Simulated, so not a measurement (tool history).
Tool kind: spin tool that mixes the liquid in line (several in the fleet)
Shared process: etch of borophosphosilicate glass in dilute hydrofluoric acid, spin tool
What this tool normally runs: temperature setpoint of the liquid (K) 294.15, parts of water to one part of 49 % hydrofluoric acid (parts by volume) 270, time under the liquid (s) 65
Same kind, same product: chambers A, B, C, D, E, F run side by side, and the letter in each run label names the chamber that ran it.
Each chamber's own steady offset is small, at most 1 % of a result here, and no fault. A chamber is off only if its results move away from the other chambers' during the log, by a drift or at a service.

run     day  temperature setpoint of the liquid (K)  parts of water to one part of 49 % hydrofluoric acid (parts by volume)  time under the liquid (s)  hours since the thermometer was replaced  hours since the hydrofluoric acid flow meter was replaced  read-back film thickness of the borophosphosilicate glass reference wafer, read on the same gauge (nm)  thickness taken off the borophosphosilicate glass on a monitor wafer (Å)
 1C   0.467                                  294.15                                                                     270                         65                                     402.4                                                      449.4                                                                                                  90.017                                                                    85.653
 2F   1.058                                  294.15                                                                     270                         65                                     715.6                                                      851.6                                                                                                  89.971                                                                    86.125
 3D   1.454                                  294.15                                                                     270                         65                                      96.9                                                       1046                                                                                                  89.995                                                                    87.459
 4E   1.812                                  294.15                                                                     270                         65                                    2640.2                                                     1004.5                                                                                                  89.973                                                                    86.841
 5A   2.208                                  294.15                                                                     270                         65                                     486.4                                                      572.4                                                                                                  90.014                                                                    86.586
 6B   2.596                                  294.15                                                                     270                         65                                     517.4                                                     1359.7                                                                                                  90.043                                                                    87.733
 7D   3.121                                  294.15                                                                     270                         65                                     136.9                                                       1086                                                                                                  90.001                                                                    87.681
 8C   3.575                                  294.15                                                                     270                         65                                       477                                                        524                                                                                                  89.962                                                                    86.064
 9F   4.138                                  294.15                                                                     270                         65                                     789.5                                                      925.5                                                                                                  90.028                                                                    88.224
10A    4.55                                  294.15                                                                     270                         65                                     542.6                                                      628.6                                                                                                  89.965                                                                    87.502
11B   5.088                                  298.65                                                                     145                         65                                     577.2                                                     1419.5                                                                                                  89.971                                                                    217.05
12E   5.479                                  298.65                                                                     145                         65                                    2728.2                                                     1092.5                                                                                                  89.992                                                                    217.37
13A   6.004                                  298.65                                                                     145                         65                                     577.5                                                      663.5                                                                                                  89.975                                                                    225.47
14B     6.6                                  298.65                                                                     145                         65                                     613.5                                                     1455.8                                                                                                  89.941                                                                    214.38
15F   7.033                                  298.65                                                                     145                         65                                       859                                                        995                                                                                                  89.965                                                                    221.53
16D   7.408                                  298.65                                                                     145                         65                                     239.8                                                     1188.9                                                                                                  90.064                                                                    219.19
17E   7.733                                  291.15                                                                     270                         65                                    2782.3                                                     1146.6                                                                                                  89.972                                                                    77.451
      7.758  -- chamber E: hydrofluoric acid flow meter replaced
18C     8.1                                  291.15                                                                     270                         65                                     585.6                                                      632.6                                                                                                  90.044                                                                    76.788
19C   8.529                                  291.15                                                                     270                         65                                     595.9                                                      642.9                                                                                                  90.013                                                                     77.17
20D   8.808                                  291.15                                                                     270                         65                                     273.4                                                     1222.5                                                                                                  90.022                                                                    78.725
21F   9.167                                  291.15                                                                     270                         65                                     910.2                                                     1046.2                                                                                                  89.995                                                                    77.199
22E   9.767                                  291.15                                                                     270                         65                                    2831.1                                                       48.2                                                                                                  89.977                                                                    77.973
23A  10.146                                  294.15                                                                     270                         65                                     676.9                                                      762.9                                                                                                  90.027                                                                    87.398
24B  10.675                                  294.15                                                                     270                         65                                     711.3                                                     1553.6                                                                                                  89.981                                                                    84.056
     10.829  -- chamber B: thermometer replaced
25F  11.075                                  294.15                                                                     270                         65                                       956                                                       1092                                                                                                  89.969                                                                    87.661
26C  11.475                                  294.15                                                                     215                         65                                     666.6                                                      713.6                                                                                                  90.019                                                                     114.1
27D  11.933                                  294.15                                                                     215                         65                                     348.4                                                     1297.5                                                                                                  90.025                                                                    115.63
     11.975  -- chamber C: thermometer replaced
28B  12.433                                  294.15                                                                     215                         65                                      38.5                                                     1595.8                                                                                                  89.945                                                                    110.31
     12.517  -- chamber E: thermometer replaced
29E  12.958                                  294.15                                                                     215                         65                                      10.7                                                      124.8                                                                                                  90.017                                                                    114.62
30A  13.429                                  294.15                                                                     215                         65                                     755.7                                                      841.7                                                                                                  90.014                                                                     116.7
31F  13.954                                  294.15                                                                     215                         65                                    1025.1                                                     1161.1                                                                                                  89.981                                                                    115.76
32C  14.396                                  294.15                                                                     270                         65                                      58.1                                                      783.7                                                                                                  90.028                                                                    85.639
33D  14.817                                  294.15                                                                     270                         65                                     417.6                                                     1366.7                                                                                                  89.975                                                                    87.956
34B  15.371                                  294.15                                                                     270                         65                                       109                                                     1666.3                                                                                                   90.02                                                                     82.01
35E  15.704                                  294.15                                                                     270                         65                                      76.6                                                      190.7                                                                                                  89.995                                                                    87.978
     15.912  -- chamber F: hydrofluoric acid flow meter replaced
36A  15.996                                  294.15                                                                     310                         65                                     817.3                                                      903.3                                                                                                  90.024                                                                    73.135
37C  16.508                                  294.15                                                                     310                         65                                     108.8                                                      834.4                                                                                                  90.016                                                                    72.346
38A  17.067                                  294.15                                                                     310                         65                                       843                                                        929                                                                                                   89.99                                                                    73.051
39F  17.467                                  294.15                                                                     310                         65                                    1109.4                                                       37.4                                                                                                  90.027                                                                    72.554
40B  17.888                                  294.15                                                                     310                         65                                     169.4                                                     1726.7                                                                                                  90.053                                                                    68.079
41E  18.333                                  294.15                                                                     310                         65                                     139.7                                                      253.8                                                                                                  89.998                                                                    72.737

Next, all 6 chambers run the settings below, one line each with question marks for the results. What does each chamber give?
42A  18.767                                  294.15                                                                     270                         65                                                                                                                                                                                                                                                                                      ?
42B  18.767                                  294.15                                                                     270                         65                                                                                                                                                                                                                                                                                      ?
42C  18.767                                  294.15                                                                     270                         65                                                                                                                                                                                                                                                                                      ?
42D  18.767                                  294.15                                                                     270                         65                                                                                                                                                                                                                                                                                      ?
42E  18.767                                  294.15                                                                     270                         65                                                                                                                                                                                                                                                                                      ?
42F  18.767                                  294.15                                                                     270                         65                                                                                                                                                                                                                                                                                      ?

run  thickness taken off the borophosphosilicate glass on a monitor wafer (Å)
42A                                                                    86.506
42B                                                                    80.316
42C                                                                    86.126
42D                                                                    86.941
42E                                                                    86.246
42F                                                                     86.84
